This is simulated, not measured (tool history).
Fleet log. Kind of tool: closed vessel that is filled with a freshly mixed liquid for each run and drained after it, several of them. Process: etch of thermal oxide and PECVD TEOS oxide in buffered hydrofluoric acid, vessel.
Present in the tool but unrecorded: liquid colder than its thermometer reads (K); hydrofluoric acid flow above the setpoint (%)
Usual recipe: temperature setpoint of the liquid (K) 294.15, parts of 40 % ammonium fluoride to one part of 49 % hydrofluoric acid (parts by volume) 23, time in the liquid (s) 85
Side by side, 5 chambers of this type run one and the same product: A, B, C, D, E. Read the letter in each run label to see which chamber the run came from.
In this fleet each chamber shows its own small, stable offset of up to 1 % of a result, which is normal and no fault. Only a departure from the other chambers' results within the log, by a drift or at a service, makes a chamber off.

run,hour,temperature setpoint of the liquid (K),parts of 40 % ammonium fluoride to one part of 49 % hydrofluoric acid (parts by volume),time in the liquid (s),hours since the thermometer was replaced,hours since the hydrofluoric acid flow meter was replaced,"read-back film thickness of the thermal oxide reference wafer, read on the same gauge (nm)","read-back film thickness of the PECVD TEOS oxide reference wafer, read on the same gauge (nm)",thickness taken off the thermal oxide on a monitor wafer (Å),thickness taken off the PECVD TEOS oxide on a monitor wafer (Å)
1D,4.6,294.15,23,85,636.4,144.6,39.994,79.976,391.71,501.38
2C,8.8,294.15,23,85,2813.1,272.4,40.025,80.015,388.51,512.94
3E,12.5,294.15,23,85,506.8,2102.0,39.980,79.956,394.47,506.98
4A,15.0,294.15,23,85,1976.3,632.7,39.999,79.973,386.89,503.41
5B,17.6,294.15,23,85,1040.1,204.8,39.984,79.984,387.92,513.95
6D,21.9,294.15,23,85,653.7,161.9,39.984,80.012,389.40,510.93
7E,25.7,294.15,23,85,520.0,2115.2,39.980,80.006,392.95,506.50
# hour 27.3: chamber B: thermometer replaced
8B,29.0,294.15,23,85,1.8,216.2,39.996,80.017,385.86,505.82
9C,33.5,294.15,23,85,2837.8,297.1,40.004,80.066,390.27,506.74
10A,37.5,294.15,23,85,1998.8,655.2,40.004,80.023,385.31,509.42
11E,42.7,294.15,23,45,537.0,2132.2,39.986,80.001,208.75,269.21
12C,47.5,294.15,23,45,2851.8,311.1,40.011,79.967,208.03,268.47
13B,50.3,294.15,23,45,23.1,237.5,40.001,80.008,205.54,272.45
14D,54.1,294.15,23,45,685.9,194.1,40.040,79.988,205.28,266.14
15A,58.5,294.15,23,45,2019.8,676.2,39.996,80.011,205.58,266.16
16B,63.1,294.15,23,85,35.9,250.3,40.013,80.009,387.52,511.06
# hour 66.3: chamber D: thermometer replaced
17A,67.3,294.15,23,85,2028.6,685.0,39.998,79.965,390.81,503.42
# hour 68.1: chamber E: hydrofluoric acid flow meter replaced
18D,70.8,294.15,23,85,4.5,210.8,40.007,79.993,390.84,512.58
19C,74.0,294.15,23,85,2878.3,337.6,39.988,79.952,391.87,512.34
20E,78.1,294.15,23,85,572.4,10.0,40.013,80.017,391.77,498.97
21A,81.4,294.15,23,85,2042.7,699.1,39.980,80.029,390.35,509.90
22C,86.0,294.15,23,85,2890.3,349.6,40.006,80.001,387.48,511.79
23B,89.0,294.15,23,85,61.8,276.2,39.995,80.009,391.44,506.56
24E,92.8,294.15,23,85,587.1,24.7,39.996,80.015,396.67,499.70
25D,97.8,294.15,23,85,31.5,237.8,39.988,79.957,396.08,499.11
26A,100.8,294.15,23,85,2062.1,718.5,39.989,80.025,387.01,506.68
27E,105.3,294.15,23,85,599.6,37.2,40.002,79.969,387.48,497.77
28B,108.0,297.65,29,85,80.8,295.2,40.008,80.000,396.47,524.01
29C,111.3,297.65,29,85,2915.6,374.9,40.000,79.975,400.68,523.39
30D,115.4,297.65,29,85,49.1,255.4,39.984,79.964,408.47,518.82
31B,119.7,297.65,29,85,92.5,306.9,40.004,80.012,400.39,525.89
32D,124.5,297.65,29,85,58.2,264.5,40.027,79.997,405.53,523.54
33E,126.9,294.15,23,85,621.2,58.8,40.024,80.025,393.97,505.33
34A,130.2,294.15,23,85,2091.5,747.9,39.977,79.985,383.23,502.73
35C,134.3,294.15,23,85,2938.6,397.9,40.001,80.052,390.68,504.15
36C,137.8,294.15,23,85,2942.1,401.4,39.990,80.012,388.91,506.97
37A,140.8,294.15,23,85,2102.1,758.5,39.992,80.022,391.56,507.26

Has any chamber moved away from the others, gradually or after a service, or does the common gauge drift, or do the chambers differ only by their own small steady offsets? State the chamber and the most likely cause if one applies.

All chambers stay in line apart from their small fixed offsets, and the gauge does not drift.
